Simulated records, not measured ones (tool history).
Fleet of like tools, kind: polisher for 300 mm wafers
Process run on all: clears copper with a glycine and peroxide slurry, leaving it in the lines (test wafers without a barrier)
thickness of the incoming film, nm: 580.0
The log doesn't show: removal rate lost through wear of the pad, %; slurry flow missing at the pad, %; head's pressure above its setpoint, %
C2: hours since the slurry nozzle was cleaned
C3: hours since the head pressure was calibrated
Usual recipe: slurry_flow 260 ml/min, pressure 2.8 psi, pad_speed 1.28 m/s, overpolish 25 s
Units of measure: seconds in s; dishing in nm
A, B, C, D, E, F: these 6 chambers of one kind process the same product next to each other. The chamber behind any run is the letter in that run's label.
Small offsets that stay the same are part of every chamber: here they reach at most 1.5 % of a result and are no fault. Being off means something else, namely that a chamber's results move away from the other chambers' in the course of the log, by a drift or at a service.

-- day=0.017 chamber B: worn pad replaced by a new one
-- day=0.021 chamber D: worn pad replaced by a new one
run 1D day=0.129 | slurry_flow=260 pressure=2.8 pad_speed=1.28 overpolish=25 | wafers_polished_on_this_pad=29 C2=56.6 C3=1000 | seconds=97.759 dishing=77.481
run 2C day=0.233 | slurry_flow=260 pressure=2.8 pad_speed=1.28 overpolish=25 | wafers_polished_on_this_pad=496 C2=652.3 C3=603.8 | seconds=98.118 dishing=76.354
run 3F day=0.396 | slurry_flow=260 pressure=2.8 pad_speed=1.28 overpolish=25 | wafers_polished_on_this_pad=703 C2=631.7 C3=245.9 | seconds=101.69 dishing=76.855
run 4B day=0.571 | slurry_flow=260 pressure=2.8 pad_speed=1.28 overpolish=25 | wafers_polished_on_this_pad=149 C2=344.4 C3=172.8 | seconds=95.548 dishing=81.171
-- day=0.608 chamber A: slurry nozzle cleaned
run 5E day=0.675 | slurry_flow=220 pressure=2.5 pad_speed=1.28 overpolish=25 | wafers_polished_on_this_pad=655 C2=471.8 C3=178.4 | seconds=112.28 dishing=70.85
run 6A day=0.8 | slurry_flow=220 pressure=2.5 pad_speed=1.28 overpolish=25 | wafers_polished_on_this_pad=539 C2=4.6 C3=79.1 | seconds=113.26 dishing=68.362
run 7D day=0.967 | slurry_flow=220 pressure=2.5 pad_speed=1.28 overpolish=25 | wafers_polished_on_this_pad=254 C2=76.7 C3=1020.1 | seconds=110.65 dishing=70.942
run 8A day=1.046 | slurry_flow=220 pressure=2.5 pad_speed=1.28 overpolish=25 | wafers_polished_on_this_pad=605 C2=10.5 C3=85 | seconds=111.47 dishing=71.317
run 9C day=1.142 | slurry_flow=220 pressure=2.5 pad_speed=1.28 overpolish=25 | wafers_polished_on_this_pad=740 C2=674.1 C3=625.6 | seconds=112.94 dishing=69.638
run 10F day=1.288 | slurry_flow=220 pressure=2.5 pad_speed=1.28 overpolish=25 | wafers_polished_on_this_pad=942 C2=653.1 C3=267.3 | seconds=116.57 dishing=70.103
run 11B day=1.362 | slurry_flow=260 pressure=2.8 pad_speed=1.28 overpolish=25 | wafers_polished_on_this_pad=361 C2=363.4 C3=191.8 | seconds=92.576 dishing=78.731
run 12E day=1.525 | slurry_flow=260 pressure=2.8 pad_speed=1.28 overpolish=25 | wafers_polished_on_this_pad=883 C2=492.2 C3=198.8 | seconds=98.533 dishing=75.738
run 13D day=1.617 | slurry_flow=260 pressure=2.8 pad_speed=1.28 overpolish=25 | wafers_polished_on_this_pad=428 C2=92.3 C3=1035.7 | seconds=98.236 dishing=78.16
-- day=1.642 chamber A: worn pad replaced by a new one
run 14B day=1.7 | slurry_flow=330 pressure=2.8 pad_speed=1.28 overpolish=16 | wafers_polished_on_this_pad=452 C2=371.5 C3=199.9 | seconds=94.654 dishing=59.603
run 15E day=1.783 | slurry_flow=330 pressure=2.8 pad_speed=1.28 overpolish=16 | wafers_polished_on_this_pad=953 C2=498.4 C3=205 | seconds=97.229 dishing=56.724
run 16A day=1.908 | slurry_flow=330 pressure=2.8 pad_speed=1.28 overpolish=16 | wafers_polished_on_this_pad=71 C2=31.2 C3=105.7 | seconds=94.465 dishing=57.907
-- day=1.975 chamber C: slurry nozzle cleaned
run 17F day=2.067 | slurry_flow=330 pressure=2.8 pad_speed=1.28 overpolish=16 | wafers_polished_on_this_pad=1151 C2=671.8 C3=286 | seconds=98.289 dishing=57.343
run 18C day=2.15 | slurry_flow=330 pressure=2.8 pad_speed=1.28 overpolish=16 | wafers_polished_on_this_pad=1010 C2=4.3 C3=649.8 | seconds=97.87 dishing=57.561
-- day=2.2 chamber C: worn pad replaced by a new one
-- day=2.221 chamber F: worn pad replaced by a new one
run 19C day=2.271 | slurry_flow=330 pressure=2.8 pad_speed=1.28 overpolish=16 | wafers_polished_on_this_pad=20 C2=7.2 C3=652.7 | seconds=96.223 dishing=57.416
run 20F day=2.412 | slurry_flow=260 pressure=2.8 pad_speed=1.28 overpolish=25 | wafers_polished_on_this_pad=52 C2=680.1 C3=294.3 | seconds=98.504 dishing=79.02
run 21D day=2.538 | slurry_flow=260 pressure=2.8 pad_speed=1.28 overpolish=25 | wafers_polished_on_this_pad=675 C2=114.4 C3=1057.8 | seconds=99.659 dishing=76.494
run 22E day=2.662 | slurry_flow=260 pressure=2.8 pad_speed=1.28 overpolish=25 | wafers_polished_on_this_pad=1189 C2=519.5 C3=226.1 | seconds=103.49 dishing=77.396
run 23B day=2.833 | slurry_flow=260 pressure=2.8 pad_speed=1.28 overpolish=25 | wafers_polished_on_this_pad=756 C2=398.7 C3=227.1 | seconds=92.318 dishing=79.318
run 24A day=2.938 | slurry_flow=190 pressure=2.8 pad_speed=1.28 overpolish=11 | wafers_polished_on_this_pad=348 C2=55.9 C3=130.4 | seconds=98.751 dishing=40.561
-- day=2.95 chamber D: worn pad replaced by a new one
run 25C day=3.029 | slurry_flow=190 pressure=2.8 pad_speed=1.28 overpolish=11 | wafers_polished_on_this_pad=223 C2=25.4 C3=670.9 | seconds=102.9 dishing=41.454
-- day=3.129 chamber C: head pressure recalibrated
run 26D day=3.188 | slurry_flow=190 pressure=2.8 pad_speed=1.28 overpolish=11 | wafers_polished_on_this_pad=64 C2=130 C3=1073.4 | seconds=105.67 dishing=41.275
run 27E day=3.267 | slurry_flow=190 pressure=2.8 pad_speed=1.28 overpolish=11 | wafers_polished_on_this_pad=1351 C2=534 C3=240.6 | seconds=110.3 dishing=40.02
run 28A day=3.417 | slurry_flow=190 pressure=2.8 pad_speed=1.28 overpolish=11 | wafers_polished_on_this_pad=476 C2=67.4 C3=141.9 | seconds=101.25 dishing=41.119
-- day=3.479 chamber E: slurry nozzle cleaned
run 29B day=3.521 | slurry_flow=190 pressure=2.8 pad_speed=1.28 overpolish=11 | wafers_polished_on_this_pad=940 C2=415.2 C3=243.6 | seconds=99.537 dishing=42.246
run 30F day=3.6 | slurry_flow=260 pressure=2.8 pad_speed=1.28 overpolish=25 | wafers_polished_on_this_pad=370 C2=708.6 C3=322.8 | seconds=99.735 dishing=77.991
run 31A day=3.679 | slurry_flow=260 pressure=2.8 pad_speed=1.28 overpolish=25 | wafers_polished_on_this_pad=547 C2=73.7 C3=148.2 | seconds=98.311 dishing=77.978
run 32B day=3.812 | slurry_flow=260 pressure=2.8 pad_speed=1.28 overpolish=25 | wafers_polished_on_this_pad=1019 C2=422.2 C3=250.6 | seconds=96.844 dishing=76.822
run 33C day=3.912 | slurry_flow=260 pressure=2.8 pad_speed=1.28 overpolish=25 | wafers_polished_on_this_pad=460 C2=46.6 C3=18.9 | seconds=97.724 dishing=74.933
run 34F day=4.05 | slurry_flow=260 pressure=2.4 pad_speed=1.28 overpolish=25 | wafers_polished_on_this_pad=491 C2=719.4 C3=333.6 | seconds=115.68 dishing=69.329
run 35E day=4.212 | slurry_flow=260 pressure=2.4 pad_speed=1.28 overpolish=25 | wafers_polished_on_this_pad=1604 C2=17.7 C3=263.3 | seconds=122.87 dishing=65.226
run 36D day=4.35 | slurry_flow=260 pressure=2.4 pad_speed=1.28 overpolish=25 | wafers_polished_on_this_pad=376 C2=157.9 C3=1101.3 | seconds=112.26 dishing=69.702
run 37A day=4.471 | slurry_flow=260 pressure=2.4 pad_speed=1.28 overpolish=25 | wafers_polished_on_this_pad=759 C2=92.7 C3=167.2 | seconds=110.5 dishing=69.688
-- day=4.596 chamber B: worn pad replaced by a new one
run 38C day=4.6 | slurry_flow=260 pressure=2.4 pad_speed=1.28 overpolish=25 | wafers_polished_on_this_pad=644 C2=63.1 C3=35.4 | seconds=108.4 dishing=69.963
run 39F day=4.688 | slurry_flow=260 pressure=2.4 pad_speed=1.28 overpolish=25 | wafers_polished_on_this_pad=662 C2=734.7 C3=348.9 | seconds=116.01 dishing=68.413
run 40E day=4.833 | slurry_flow=260 pressure=2.8 pad_speed=1.28 overpolish=25 | wafers_polished_on_this_pad=1771 C2=32.6 C3=278.2 | seconds=110.9 dishing=74.613
run 41D day=4.996 | slurry_flow=260 pressure=2.8 pad_speed=1.28 overpolish=25 | wafers_polished_on_this_pad=549 C2=173.4 C3=1116.8 | seconds=98.209 dishing=78.146
run 42B day=5.1 | slurry_flow=260 pressure=2.8 pad_speed=1.28 overpolish=25 | wafers_polished_on_this_pad=135 C2=453.1 C3=281.5 | seconds=94.612 dishing=78.932

Each of the 6 chambers runs these same settings next. Fill in every chamber's results:
run 43A day=5.225 | slurry_flow=260 pressure=2.8 pad_speed=1.28 overpolish=25 | seconds=? dishing=?
run 43B day=5.225 | slurry_flow=260 pressure=2.8 pad_speed=1.28 overpolish=25 | seconds=? dishing=?
run 43C day=5.225 | slurry_flow=260 pressure=2.8 pad_speed=1.28 overpolish=25 | seconds=? dishing=?
run 43D day=5.225 | slurry_flow=260 pressure=2.8 pad_speed=1.28 overpolish=25 | seconds=? dishing=?
run 43E day=5.225 | slurry_flow=260 pressure=2.8 pad_speed=1.28 overpolish=25 | seconds=? dishing=?
run 43F day=5.225 | slurry_flow=260 pressure=2.8 pad_speed=1.28 overpolish=25 | seconds=? dishing=?

run=43A seconds=98.71 dishing=77.471
run=43B seconds=96.246 dishing=78.381
run=43C seconds=98.77 dishing=78.484
run=43D seconds=98.633 dishing=76.935
run=43E seconds=109.07 dishing=72.291
run=43F seconds=99.704 dishing=76.601
